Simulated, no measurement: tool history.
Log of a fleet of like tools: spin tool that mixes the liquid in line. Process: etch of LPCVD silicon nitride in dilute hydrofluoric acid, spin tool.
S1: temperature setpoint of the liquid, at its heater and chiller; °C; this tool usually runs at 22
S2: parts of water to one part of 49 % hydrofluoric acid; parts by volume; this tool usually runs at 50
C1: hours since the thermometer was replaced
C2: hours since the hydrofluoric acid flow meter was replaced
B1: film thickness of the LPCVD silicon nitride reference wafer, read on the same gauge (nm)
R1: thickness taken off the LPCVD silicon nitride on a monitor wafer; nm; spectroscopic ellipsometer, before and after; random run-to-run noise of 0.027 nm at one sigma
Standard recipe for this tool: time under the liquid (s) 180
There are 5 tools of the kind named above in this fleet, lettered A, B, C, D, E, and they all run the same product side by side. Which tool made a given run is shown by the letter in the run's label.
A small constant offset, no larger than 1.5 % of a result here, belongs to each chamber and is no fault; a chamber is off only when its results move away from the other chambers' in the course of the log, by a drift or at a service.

run 1C hour=12.7 | S1=22 S2=50 time_under_the_liquid_(s)=180 | C1=1083.7 C2=348.8 | B1=59.977 | R1=1.649
run 2A hour=23.7 | S1=22 S2=50 time_under_the_liquid_(s)=180 | C1=2751.3 C2=531.5 | B1=59.991 | R1=1.6952
run 3B hour=32 | S1=22 S2=50 time_under_the_liquid_(s)=180 | C1=353.5 C2=873 | B1=59.976 | R1=1.667
run 4D hour=39.9 | S1=22 S2=50 time_under_the_liquid_(s)=180 | C1=1995.5 C2=222.6 | B1=59.97 | R1=1.7295
run 5E hour=47.2 | S1=22 S2=50 time_under_the_liquid_(s)=180 | C1=1296.6 C2=555.1 | B1=60.004 | R1=1.719
run 6E hour=59.8 | S1=22 S2=50 time_under_the_liquid_(s)=180 | C1=1309.2 C2=567.7 | B1=59.988 | R1=1.6477
run 7D hour=66.5 | S1=17 S2=50 time_under_the_liquid_(s)=255 | C1=2022.1 C2=249.2 | B1=59.992 | R1=1.6885
-- hour=67.7 chamber D: thermometer replaced
run 8A hour=74.7 | S1=17 S2=50 time_under_the_liquid_(s)=255 | C1=2802.3 C2=582.5 | B1=60.008 | R1=1.6494
run 9C hour=81.7 | S1=17 S2=50 time_under_the_liquid_(s)=255 | C1=1152.7 C2=417.8 | B1=60.005 | R1=1.6602
run 10B hour=94.8 | S1=17 S2=50 time_under_the_liquid_(s)=255 | C1=416.3 C2=935.8 | B1=59.99 | R1=1.6953
run 11C hour=104.1 | S1=17 S2=50 time_under_the_liquid_(s)=255 | C1=1175.1 C2=440.2 | B1=60.001 | R1=1.5816
run 12A hour=112.1 | S1=22 S2=50 time_under_the_liquid_(s)=180 | C1=2839.7 C2=619.9 | B1=59.987 | R1=1.6922
run 13D hour=124.2 | S1=22 S2=50 time_under_the_liquid_(s)=180 | C1=56.5 C2=306.9 | B1=59.992 | R1=1.6742
run 14E hour=133.2 | S1=22 S2=50 time_under_the_liquid_(s)=180 | C1=1382.6 C2=641.1 | B1=60.014 | R1=1.7081
run 15B hour=146.6 | S1=24 S2=50 time_under_the_liquid_(s)=120 | C1=468.1 C2=987.6 | B1=60.033 | R1=1.2977
run 16A hour=160 | S1=24 S2=50 time_under_the_liquid_(s)=120 | C1=2887.6 C2=667.8 | B1=60.001 | R1=1.2953
run 17B hour=173.9 | S1=24 S2=50 time_under_the_liquid_(s)=120 | C1=495.4 C2=1014.9 | B1=59.999 | R1=1.2965
run 18E hour=181.4 | S1=24 S2=50 time_under_the_liquid_(s)=120 | C1=1430.8 C2=689.3 | B1=60.007 | R1=1.2988
-- hour=188.4 chamber A: hydrofluoric acid flow meter replaced
run 19D hour=195.9 | S1=24 S2=50 time_under_the_liquid_(s)=120 | C1=128.2 C2=378.6 | B1=59.99 | R1=1.3001
run 20C hour=204 | S1=22 S2=50 time_under_the_liquid_(s)=180 | C1=1275 C2=540.1 | B1=60.007 | R1=1.5858
run 21C hour=213.7 | S1=22 S2=35 time_under_the_liquid_(s)=180 | C1=1284.7 C2=549.8 | B1=59.981 | R1=2.2565
run 22E hour=225 | S1=22 S2=35 time_under_the_liquid_(s)=180 | C1=1474.4 C2=732.9 | B1=60.014 | R1=2.4547
-- hour=225.6 chamber B: thermometer replaced
run 23B hour=232.4 | S1=22 S2=35 time_under_the_liquid_(s)=180 | C1=6.8 C2=1073.4 | B1=59.971 | R1=2.4484
run 24A hour=243.9 | S1=22 S2=35 time_under_the_liquid_(s)=180 | C1=2971.5 C2=55.6 | B1=59.987 | R1=2.3566
run 25D hour=254.2 | S1=22 S2=35 time_under_the_liquid_(s)=180 | C1=186.5 C2=436.9 | B1=60.017 | R1=2.441
run 26E hour=263.2 | S1=22 S2=50 time_under_the_liquid_(s)=180 | C1=1512.6 C2=771.1 | B1=60.011 | R1=1.6959
run 27C hour=273.2 | S1=22 S2=50 time_under_the_liquid_(s)=180 | C1=1344.2 C2=609.3 | B1=59.999 | R1=1.537
run 28B hour=285.3 | S1=22 S2=50 time_under_the_liquid_(s)=180 | C1=59.7 C2=1126.3 | B1=60.006 | R1=1.7058
run 29A hour=291.8 | S1=22 S2=50 time_under_the_liquid_(s)=180 | C1=3019.4 C2=103.5 | B1=60.001 | R1=1.7153
run 30D hour=302.2 | S1=22 S2=70 time_under_the_liquid_(s)=85 | C1=234.5 C2=484.9 | B1=59.991 | R1=0.57035
-- hour=305.7 chamber B: hydrofluoric acid flow meter replaced
run 31A hour=312.2 | S1=22 S2=70 time_under_the_liquid_(s)=85 | C1=3039.8 C2=123.9 | B1=60.006 | R1=0.59199
run 32D hour=321.7 | S1=22 S2=70 time_under_the_liquid_(s)=85 | C1=254 C2=504.4 | B1=60.005 | R1=0.58761
run 33C hour=336.6 | S1=22 S2=70 time_under_the_liquid_(s)=85 | C1=1407.6 C2=672.7 | B1=59.982 | R1=0.51001
run 34E hour=344.2 | S1=22 S2=70 time_under_the_liquid_(s)=85 | C1=1593.6 C2=852.1 | B1=60.02 | R1=0.56229
run 35B hour=357.5 | S1=22 S2=50 time_under_the_liquid_(s)=180 | C1=131.9 C2=51.8 | B1=60.016 | R1=1.69
run 36A hour=368.3 | S1=22 S2=50 time_under_the_liquid_(s)=180 | C1=3095.9 C2=180 | B1=60.023 | R1=1.69
run 37D hour=376.7 | S1=22 S2=50 time_under_the_liquid_(s)=180 | C1=309 C2=559.4 | B1=60.013 | R1=1.7431
-- hour=386.4 chamber E: thermometer replaced
run 38E hour=389.4 | S1=22 S2=50 time_under_the_liquid_(s)=180 | C1=3 C2=897.3 | B1=59.997 | R1=1.684
run 39C hour=399.5 | S1=22 S2=50 time_under_the_liquid_(s)=180 | C1=1470.5 C2=735.6 | B1=60.019 | R1=1.4091
run 40B hour=409.1 | S1=22 S2=50 time_under_the_liquid_(s)=180 | C1=183.5 C2=103.4 | B1=59.99 | R1=1.64
run 41D hour=423.5 | S1=22 S2=50 time_under_the_liquid_(s)=180 | C1=355.8 C2=606.2 | B1=59.995 | R1=1.7195

All 5 chambers run these settings next. Forecast each chamber's results:
run 42A hour=434.2 | S1=22 S2=50 time_under_the_liquid_(s)=180 | R1=?
run 42B hour=434.2 | S1=22 S2=50 time_under_the_liquid_(s)=180 | R1=?
run 42C hour=434.2 | S1=22 S2=50 time_under_the_liquid_(s)=180 | R1=?
run 42D hour=434.2 | S1=22 S2=50 time_under_the_liquid_(s)=180 | R1=?
run 42E hour=434.2 | S1=22 S2=50 time_under_the_liquid_(s)=180 | R1=?

run=42A R1=1.6546
run=42B R1=1.698
run=42C R1=1.4227
run=42D R1=1.6966
run=42E R1=1.6735

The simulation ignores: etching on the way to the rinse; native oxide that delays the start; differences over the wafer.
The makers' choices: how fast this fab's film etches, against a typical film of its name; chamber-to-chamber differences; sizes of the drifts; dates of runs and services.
